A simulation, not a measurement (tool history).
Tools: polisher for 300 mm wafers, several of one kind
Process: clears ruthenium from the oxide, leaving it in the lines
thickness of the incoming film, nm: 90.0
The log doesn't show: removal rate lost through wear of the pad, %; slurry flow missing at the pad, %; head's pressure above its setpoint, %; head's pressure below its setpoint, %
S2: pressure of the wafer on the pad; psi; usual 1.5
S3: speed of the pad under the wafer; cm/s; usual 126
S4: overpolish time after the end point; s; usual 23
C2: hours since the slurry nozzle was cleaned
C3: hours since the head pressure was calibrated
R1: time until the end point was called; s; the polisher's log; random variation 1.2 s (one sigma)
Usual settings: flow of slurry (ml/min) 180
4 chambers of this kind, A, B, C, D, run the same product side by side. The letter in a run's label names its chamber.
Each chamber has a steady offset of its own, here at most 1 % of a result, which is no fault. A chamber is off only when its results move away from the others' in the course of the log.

-- day=0.192 chamber A: worn pad replaced by a new one
run 1B day=0.367 | flow_of_slurry_(ml/min)=180 S2=1.5 S3=126 S4=23 | wafers_polished_on_this_pad=155 C2=118.8 C3=415 | R1=83.341
run 2A day=0.875 | flow_of_slurry_(ml/min)=180 S2=1.5 S3=126 S4=23 | wafers_polished_on_this_pad=183 C2=83.4 C3=386.2 | R1=83.953
-- day=1.233 chamber C: worn pad replaced by a new one
-- day=1.233 chamber D: worn pad replaced by a new one
run 3C day=1.383 | flow_of_slurry_(ml/min)=180 S2=1.5 S3=126 S4=23 | wafers_polished_on_this_pad=40 C2=415.8 C3=1074.4 | R1=83.184
run 4D day=1.821 | flow_of_slurry_(ml/min)=180 S2=1.5 S3=126 S4=23 | wafers_polished_on_this_pad=158 C2=57.9 C3=52.9 | R1=83.816
run 5D day=2.262 | flow_of_slurry_(ml/min)=180 S2=1.9 S3=126 S4=37 | wafers_polished_on_this_pad=276 C2=68.5 C3=63.5 | R1=65.424
-- day=2.471 chamber A: worn pad replaced by a new one
run 6C day=2.683 | flow_of_slurry_(ml/min)=180 S2=1.9 S3=126 S4=37 | wafers_polished_on_this_pad=389 C2=447 C3=1105.6 | R1=65.94
run 7B day=3.167 | flow_of_slurry_(ml/min)=180 S2=1.9 S3=126 S4=37 | wafers_polished_on_this_pad=905 C2=186 C3=482.2 | R1=65.399
-- day=3.258 chamber D: worn pad replaced by a new one
run 8A day=3.396 | flow_of_slurry_(ml/min)=180 S2=1.9 S3=126 S4=37 | wafers_polished_on_this_pad=248 C2=143.9 C3=446.7 | R1=65.461
run 9A day=3.621 | flow_of_slurry_(ml/min)=180 S2=1.5 S3=126 S4=23 | wafers_polished_on_this_pad=308 C2=149.3 C3=452.1 | R1=83.509
run 10B day=3.933 | flow_of_slurry_(ml/min)=180 S2=1.5 S3=126 S4=23 | wafers_polished_on_this_pad=1111 C2=204.4 C3=500.6 | R1=83.848
run 11C day=4.279 | flow_of_slurry_(ml/min)=180 S2=1.5 S3=126 S4=23 | wafers_polished_on_this_pad=816 C2=485.3 C3=1143.9 | R1=81.335
-- day=4.333 chamber C: head pressure recalibrated
run 12D day=4.55 | flow_of_slurry_(ml/min)=180 S2=1.5 S3=126 S4=23 | wafers_polished_on_this_pad=345 C2=123.4 C3=118.4 | R1=85.574
-- day=4.679 chamber A: worn pad replaced by a new one
run 13B day=4.838 | flow_of_slurry_(ml/min)=180 S2=1.5 S3=126 S4=23 | wafers_polished_on_this_pad=1353 C2=226.1 C3=522.3 | R1=84.697
-- day=4.908 chamber C: worn pad replaced by a new one
run 14D day=5.325 | flow_of_slurry_(ml/min)=180 S2=1.5 S3=126 S4=23 | wafers_polished_on_this_pad=553 C2=142 C3=137 | R1=84.496
-- day=5.646 chamber D: worn pad replaced by a new one
-- day=5.717 chamber C: slurry nozzle cleaned
run 15C day=5.788 | flow_of_slurry_(ml/min)=180 S2=1.5 S3=126 S4=23 | wafers_polished_on_this_pad=235 C2=1.8 C3=35 | R1=92.011
-- day=5.796 chamber B: worn pad replaced by a new one
run 16A day=6.175 | flow_of_slurry_(ml/min)=180 S2=1.5 S3=126 S4=23 | wafers_polished_on_this_pad=401 C2=210.6 C3=513.4 | R1=86.347
run 17A day=6.458 | flow_of_slurry_(ml/min)=180 S2=1.5 S3=126 S4=23 | wafers_polished_on_this_pad=477 C2=217.4 C3=520.2 | R1=85.532
run 18D day=6.808 | flow_of_slurry_(ml/min)=180 S2=1.5 S3=126 S4=23 | wafers_polished_on_this_pad=311 C2=177.6 C3=172.6 | R1=84.25
-- day=6.888 chamber A: worn pad replaced by a new one
run 19B day=7.154 | flow_of_slurry_(ml/min)=180 S2=1.5 S3=126 S4=23 | wafers_polished_on_this_pad=364 C2=281.7 C3=577.9 | R1=82.376
run 20C day=7.65 | flow_of_slurry_(ml/min)=180 S2=1.5 S3=126 S4=23 | wafers_polished_on_this_pad=734 C2=46.5 C3=79.7 | R1=91.007
-- day=7.775 chamber D: worn pad replaced by a new one
run 21B day=7.921 | flow_of_slurry_(ml/min)=180 S2=1.5 S3=126 S4=23 | wafers_polished_on_this_pad=569 C2=300.1 C3=596.3 | R1=85.278
run 22D day=8.296 | flow_of_slurry_(ml/min)=180 S2=1.5 S3=126 S4=23 | wafers_polished_on_this_pad=140 C2=213.3 C3=208.3 | R1=86.071
run 23A day=8.567 | flow_of_slurry_(ml/min)=180 S2=1.5 S3=126 S4=23 | wafers_polished_on_this_pad=450 C2=268 C3=570.8 | R1=82.843
-- day=8.658 chamber C: worn pad replaced by a new one
-- day=8.892 chamber A: head pressure recalibrated
run 24C day=8.942 | flow_of_slurry_(ml/min)=180 S2=1.5 S3=126 S4=23 | wafers_polished_on_this_pad=76 C2=77.5 C3=110.7 | R1=89.838
-- day=9.442 chamber A: worn pad replaced by a new one
run 25C day=9.446 | flow_of_slurry_(ml/min)=180 S2=1.5 S3=126 S4=23 | wafers_polished_on_this_pad=211 C2=89.6 C3=122.8 | R1=91.144
run 26B day=9.7 | flow_of_slurry_(ml/min)=180 S2=1.5 S3=126 S4=23 | wafers_polished_on_this_pad=1046 C2=342.8 C3=639 | R1=83.958
run 27D day=10.054 | flow_of_slurry_(ml/min)=180 S2=1.5 S3=126 S4=23 | wafers_polished_on_this_pad=611 C2=255.5 C3=250.5 | R1=85.552
run 28A day=10.558 | flow_of_slurry_(ml/min)=180 S2=1.5 S3=126 S4=23 | wafers_polished_on_this_pad=299 C2=315.8 C3=40.1 | R1=83.708
run 29A day=10.962 | flow_of_slurry_(ml/min)=180 S2=1.5 S3=126 S4=23 | wafers_polished_on_this_pad=407 C2=325.5 C3=49.8 | R1=81.757
run 30B day=11.192 | flow_of_slurry_(ml/min)=180 S2=1.5 S3=126 S4=23 | wafers_polished_on_this_pad=1445 C2=378.6 C3=674.8 | R1=84.011

What goes on in this fleet: one chamber off, a drifting gauge, or nothing beyond the chambers' own small offsets? Name the chamber and the cause, if any.

A service left chamber C off against the others.
Cause: head's pressure below its setpoint, % = 8.91.

Here are 4 candidates for chamber C's next run, each the usual settings with a change, their results left as question marks. Which one brings its results back in line with what the others give on the usual settings?
In line means no further than this from the other chambers' mean on the usual settings: R1 4.3 s
run 31C-1 day=11.558 | flow_of_slurry_(ml/min)=180 S2=1.5 S3=148 S4=23 | R1=?
run 31C-2 day=11.558 | flow_of_slurry_(ml/min)=180 S2=1.6 S3=126 S4=23 | R1=?
run 31C-3 day=11.558 | flow_of_slurry_(ml/min)=180 S2=1.4 S3=126 S4=23 | R1=?
run 31C-4 day=11.558 | flow_of_slurry_(ml/min)=180 S2=1.4 S3=116 S4=23 | R1=?

The other chambers' mean on the usual settings: R1 84.438 s
run=31C-1 R1=78.386
run=31C-2 R1=86.141
run=31C-3 R1=98.409
run=31C-4 R1=106.75
31C-2 brings the chamber back in line.
